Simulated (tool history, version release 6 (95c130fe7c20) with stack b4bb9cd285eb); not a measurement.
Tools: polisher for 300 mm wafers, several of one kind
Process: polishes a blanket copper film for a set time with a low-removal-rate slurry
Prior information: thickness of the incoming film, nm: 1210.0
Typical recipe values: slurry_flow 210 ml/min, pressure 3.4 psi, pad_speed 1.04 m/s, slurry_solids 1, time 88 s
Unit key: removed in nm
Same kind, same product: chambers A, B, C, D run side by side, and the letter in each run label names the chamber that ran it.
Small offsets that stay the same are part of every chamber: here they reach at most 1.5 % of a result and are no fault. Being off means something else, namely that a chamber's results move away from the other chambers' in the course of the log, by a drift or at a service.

run	hour	slurry_flow	pressure	pad_speed	slurry_solids	time	wafers polished on this pad	hours since the slurry nozzle was cleaned	hours since the head pressure was calibrated	hours since the slurry blender was calibrated	removed
# hour 6.9: chamber A: worn pad replaced by a new one
1A	10.4	210	3.4	1.04	1	88	43	219.6	53.6	187.4	281.17
# hour 13.1: chamber A: slurry blender recalibrated
2D	17.1	210	3.4	1.04	1	88	613	170.5	569.9	215.7	274.32
# hour 19.7: chamber A: slurry nozzle cleaned
3B	29.2	210	3.4	1.04	1	88	663	90.4	419.3	123.1	276.73
4C	38.9	210	3.4	1.04	1	88	501	51.6	606.8	344.2	283.86
5A	47.8	210	3.4	1.04	1	88	507	28.1	91.0	34.8	276.38
6C	55.2	210	3.4	1.04	1	88	704	67.9	623.1	360.5	274.49
# hour 61.8: chamber D: worn pad replaced by a new one
7B	69.3	210	3.4	1.04	1	88	1160	130.5	459.4	163.2	275.71
# hour 73.9: chamber A: worn pad replaced by a new one
# hour 76.4: chamber C: worn pad replaced by a new one
8D	79.5	210	3.4	1.04	1	88	219	232.9	632.3	278.1	272.57
9B	88.5	210	3.4	1.04	1	88	1398	149.7	478.6	182.4	269.35
10C	96.4	210	3.4	1.04	1	88	248	109.1	664.3	401.7	277.40
11D	103.9	210	3.4	1.04	1	88	522	257.3	656.7	302.5	273.47
# hour 112.0: chamber D: slurry blender recalibrated
# hour 113.0: chamber C: slurry blender recalibrated
12A	117.7	210	3.4	1.04	1	88	543	98.0	160.9	104.7	278.64
13C	130.8	210	3.4	1.04	1	88	675	143.5	698.7	17.8	279.87
14D	141.9	210	3.4	1.04	1	88	993	295.3	694.7	30.0	272.31
# hour 143.0: chamber B: head pressure recalibrated
# hour 146.1: chamber C: worn pad replaced by a new one
15B	148.9	210	3.4	1.04	1	88	2146	210.1	5.9	242.8	266.72
# hour 159.0: chamber A: worn pad replaced by a new one
16A	164.0	210	3.4	1.04	1	88	62	144.3	207.2	151.0	280.77
# hour 168.2: chamber D: worn pad replaced by a new one
# hour 169.7: chamber B: slurry nozzle cleaned
17C	175.7	210	3.4	1.04	1	88	367	188.4	743.6	62.7	278.86
# hour 179.5: chamber B: slurry blender recalibrated
18B	191.1	210	3.4	1.04	1	88	2670	21.4	48.1	11.7	263.54
19A	202.6	250	2.9	1.04	1	88	540	182.9	245.8	189.6	244.22
# hour 208.8: chamber A: slurry blender recalibrated
20D	213.0	250	2.9	1.04	1	88	555	366.4	765.8	101.1	234.57
21D	221.6	250	2.9	1.04	1	88	662	375.0	774.4	109.7	239.78
# hour 222.7: chamber C: worn pad replaced by a new one
22A	230.2	250	2.9	1.04	1	88	882	210.5	273.4	21.5	240.84
23C	240.0	210	3.4	1.22	1	88	214	252.7	807.9	127.0	329.17
# hour 244.3: chamber A: slurry nozzle cleaned
# hour 245.9: chamber A: worn pad replaced by a new one
# hour 250.0: chamber D: worn pad replaced by a new one
# hour 252.3: chamber D: head pressure recalibrated
24B	252.9	210	3.4	1.22	1	88	3436	83.2	109.9	73.5	307.92
25C	259.7	210	3.4	1.22	1	88	458	272.4	827.6	146.7	326.84
26B	268.3	210	3.4	1.22	1	88	3627	98.6	125.3	88.9	307.31
27A	277.6	210	3.4	1.04	1	88	393	33.4	320.8	68.9	278.03
# hour 290.1: chamber C: worn pad replaced by a new one
28D	292.7	210	3.4	1.04	1	88	530	446.1	40.4	180.8	273.33
29B	304.6	210	3.4	1.04	1	88	4076	134.9	161.6	125.2	256.92
# hour 318.4: chamber A: worn pad replaced by a new one
30A	319.6	210	3.4	1.04	1	88	15	75.4	362.8	110.9	281.53
31C	332.4	210	3.4	1.04	1	88	524	345.1	900.3	219.4	277.41
# hour 336.6: chamber A: head pressure recalibrated
# hour 340.3: chamber D: worn pad replaced by a new one
32D	343.8	210	3.4	1.04	1	88	43	497.2	91.5	231.9	272.08
33C	357.6	210	3.4	1.04	1	88	837	370.3	925.5	244.6	276.52
# hour 364.4: chamber B: slurry nozzle cleaned
34A	369.3	210	3.4	0.92	1	111	631	125.1	32.8	160.6	311.09
35B	376.9	210	3.4	0.92	1	111	4973	12.5	233.9	197.5	270.53
36D	386.9	210	3.4	0.92	1	111	577	540.3	134.6	275.0	302.04

Decide between three cases: one chamber stands off from its peers, the gauge reading all wafers drifts, or nothing is wrong past each chamber's small offset. Where a chamber is off, say which and what most likely put it there.

One chamber, B, drifts off from the rest bit by bit.
Likeliest cause: removal rate lost through wear of the pad, % = 10.7.

Chamber B could run next with any of the 4 candidate recipes listed below; each alters the usual settings, and their results appear as question marks. Which one brings its results back in line with what the other chambers deliver on the usual settings?
In line here means within this much of the mean the other chambers give on the usual settings: removed 12.00 nm
37B-1	398.0	210	3.4	1.04	1	85					?
37B-2	398.0	210	3.4	1.06	1	89					?
37B-3	398.0	210	3.6	1.04	1	93					?
37B-4	398.0	205	3.0	1.04	1	88					?

What the other chambers average on the usual settings: removed 275.89 nm
run	removed
37B-1	234.93
37B-2	250.77
37B-3	272.12
37B-4	214.02
37B-3 brings the chamber back in line.
